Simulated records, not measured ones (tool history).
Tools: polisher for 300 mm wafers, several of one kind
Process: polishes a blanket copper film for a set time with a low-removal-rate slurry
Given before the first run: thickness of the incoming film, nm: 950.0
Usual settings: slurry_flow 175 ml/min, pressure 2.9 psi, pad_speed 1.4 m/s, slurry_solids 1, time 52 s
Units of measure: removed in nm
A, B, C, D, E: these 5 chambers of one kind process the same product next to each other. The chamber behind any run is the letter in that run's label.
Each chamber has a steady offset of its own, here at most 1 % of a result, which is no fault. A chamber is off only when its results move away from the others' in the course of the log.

| run | hour | slurry_flow | pressure | pad_speed | slurry_solids | time | wafers polished on this pad | hours since the slurry nozzle was cleaned | hours since the head pressure was calibrated | hours since the slurry blender was calibrated | removed |
|---|---|---|---|---|---|---|---|---|---|---|---|
|  | 5 | chamber A: worn pad replaced by a new one |
| 1E | 11.9 | 175 | 2.9 | 1.4 | 1 | 52 | 386 | 252.9 | 381.2 | 15.1 | 203.64 |
| 2D | 20.1 | 175 | 2.9 | 1.4 | 1 | 52 | 673 | 243.2 | 511.2 | 95.9 | 199.79 |
| 3C | 27.5 | 175 | 2.9 | 1.4 | 1 | 52 | 823 | 151.5 | 391.9 | 217.8 | 201.39 |
|  | 31.6 | chamber C: worn pad replaced by a new one |
| 4B | 36.3 | 175 | 2.9 | 1.4 | 1 | 52 | 612 | 586.8 | 685.8 | 113.4 | 204.18 |
|  | 39.3 | chamber A: slurry blender recalibrated |
|  | 41.7 | chamber E: worn pad replaced by a new one |
| 5A | 42.4 | 175 | 2.9 | 1.4 | 1 | 52 | 495 | 127.1 | 555.8 | 3.1 | 206.15 |
| 6C | 48.9 | 175 | 2.9 | 1.4 | 1 | 52 | 229 | 172.9 | 413.3 | 239.2 | 205.96 |
|  | 56.4 | chamber D: slurry blender recalibrated |
| 7A | 58.6 | 175 | 2.9 | 1.4 | 1 | 52 | 710 | 143.3 | 572 | 19.3 | 211.29 |
|  | 66.1 | chamber B: worn pad replaced by a new one |
| 8B | 66.1 | 175 | 2.9 | 1.4 | 1 | 36 | 0 | 616.6 | 715.6 | 143.2 | 142.89 |
|  | 69.5 | chamber A: worn pad replaced by a new one |
|  | 69.6 | chamber C: head pressure recalibrated |
| 9E | 78 | 175 | 2.9 | 1.4 | 1 | 36 | 481 | 319 | 447.3 | 81.2 | 142.32 |
|  | 81 | chamber D: worn pad replaced by a new one |
| 10D | 85.4 | 175 | 2.9 | 1.4 | 1 | 36 | 59 | 308.5 | 576.5 | 29 | 140.54 |
|  | 94.7 | chamber C: worn pad replaced by a new one |
| 11C | 96.7 | 175 | 2.9 | 1.4 | 1 | 36 | 27 | 220.7 | 27.2 | 287 | 140.36 |
| 12A | 106.5 | 175 | 2.9 | 1.4 | 1 | 36 | 490 | 191.2 | 619.9 | 67.2 | 144.73 |
|  | 108.1 | chamber E: worn pad replaced by a new one |
| 13D | 116.5 | 175 | 3.8 | 0.98 | 1 | 52 | 470 | 339.6 | 607.6 | 60.1 | 189.11 |
|  | 119.8 | chamber C: slurry blender recalibrated |
|  | 120.3 | chamber A: worn pad replaced by a new one |
| 14E | 121.8 | 175 | 3.8 | 0.98 | 1 | 52 | 181 | 362.8 | 491.1 | 125 | 187 |
| 15B | 132.9 | 175 | 3.8 | 0.98 | 1 | 52 | 884 | 683.4 | 782.4 | 210 | 187.54 |
|  | 134.1 | chamber E: slurry blender recalibrated |
| 16A | 138.8 | 175 | 3.8 | 0.98 | 1 | 52 | 246 | 223.5 | 652.2 | 99.5 | 187.74 |
|  | 140.2 | chamber B: worn pad replaced by a new one |
|  | 141 | chamber A: slurry blender recalibrated |
| 17B | 148.1 | 175 | 3.8 | 0.98 | 1 | 52 | 105 | 698.6 | 797.6 | 225.2 | 184.97 |
| 18E | 155.3 | 175 | 2.9 | 1.4 | 1 | 52 | 625 | 396.3 | 524.6 | 21.3 | 199.1 |
|  | 156.4 | chamber C: worn pad replaced by a new one |
| 19D | 162.6 | 175 | 2.9 | 1.4 | 1 | 52 | 1080 | 385.7 | 653.7 | 106.2 | 206.07 |
| 20C | 170.3 | 175 | 2.9 | 1.4 | 1 | 52 | 184 | 294.3 | 100.8 | 50.5 | 203.87 |
|  | 172.3 | chamber D: worn pad replaced by a new one |
|  | 173.5 | chamber E: worn pad replaced by a new one |
|  | 174.1 | chamber C: slurry nozzle cleaned |
|  | 177.1 | chamber A: worn pad replaced by a new one |
| 21B | 177.9 | 175 | 2.9 | 1.6 | 1 | 68 | 500 | 728.4 | 827.4 | 255 | 300.17 |
|  | 183.8 | chamber D: slurry blender recalibrated |
| 22A | 185.1 | 175 | 2.9 | 1.6 | 1 | 68 | 106 | 269.8 | 698.5 | 44.2 | 306.84 |
| 23C | 192 | 175 | 2.9 | 1.6 | 1 | 68 | 472 | 18 | 122.5 | 72.2 | 303.1 |
| 24E | 199 | 175 | 2.9 | 1.6 | 1 | 68 | 337 | 440 | 568.3 | 65 | 300.43 |
| 25D | 205.2 | 175 | 2.9 | 1.6 | 1 | 68 | 436 | 428.3 | 696.3 | 21.5 | 297.7 |
| 26D | 212.4 | 175 | 2.9 | 1.4 | 1 | 52 | 531 | 435.5 | 703.5 | 28.7 | 201.77 |
| 27A | 217.9 | 175 | 2.9 | 1.4 | 1 | 52 | 540 | 302.6 | 731.3 | 77 | 204.49 |
|  | 218.6 | chamber B: worn pad replaced by a new one |
|  | 222.2 | chamber C: worn pad replaced by a new one |
| 28C | 229.1 | 175 | 2.9 | 1.4 | 1 | 52 | 91 | 55.1 | 159.6 | 109.3 | 203.27 |
|  | 235.4 | chamber A: slurry blender recalibrated |
|  | 236.2 | chamber A: worn pad replaced by a new one |
|  | 238.2 | chamber E: worn pad replaced by a new one |
| 29B | 241.5 | 220 | 2 | 1.4 | 1 | 52 | 303 | 792 | 891 | 318.6 | 142.41 |
| 30E | 248.5 | 220 | 2 | 1.4 | 1 | 52 | 136 | 489.5 | 617.8 | 114.5 | 143.93 |
| 31D | 258.6 | 220 | 2 | 1.4 | 1 | 52 | 1142 | 481.7 | 749.7 | 74.9 | 145.61 |
| 32C | 269.5 | 220 | 2 | 1.4 | 1 | 52 | 626 | 95.5 | 200 | 149.7 | 148.19 |
| 33B | 275.9 | 220 | 2 | 1.4 | 1 | 52 | 758 | 826.4 | 925.4 | 353 | 136.76 |
|  | 279.7 | chamber E: slurry nozzle cleaned |
| 34A | 282.8 | 175 | 2.9 | 1.4 | 1 | 52 | 617 | 367.5 | 796.2 | 47.4 | 206.7 |
|  | 285.5 | chamber E: slurry blender recalibrated |
| 35E | 289.7 | 175 | 2.9 | 1.4 | 1 | 52 | 681 | 10 | 659 | 4.3 | 206.35 |

The same settings go to every chamber for the next run, one line per chamber below. Forecast the results for each:
| 36A | 298.6 | 175 | 2.9 | 1.4 | 1 | 52 |  |  |  |  | ? |
| 36B | 298.6 | 175 | 2.9 | 1.4 | 1 | 52 |  |  |  |  | ? |
| 36C | 298.6 | 175 | 2.9 | 1.4 | 1 | 52 |  |  |  |  | ? |
| 36D | 298.6 | 175 | 2.9 | 1.4 | 1 | 52 |  |  |  |  | ? |
| 36E | 298.6 | 175 | 2.9 | 1.4 | 1 | 52 |  |  |  |  | ? |

| run | removed |
|---|---|
| 36A | 202.32 |
| 36B | 183.63 |
| 36C | 204.2 |
| 36D | 203.92 |
| 36E | 203.79 |

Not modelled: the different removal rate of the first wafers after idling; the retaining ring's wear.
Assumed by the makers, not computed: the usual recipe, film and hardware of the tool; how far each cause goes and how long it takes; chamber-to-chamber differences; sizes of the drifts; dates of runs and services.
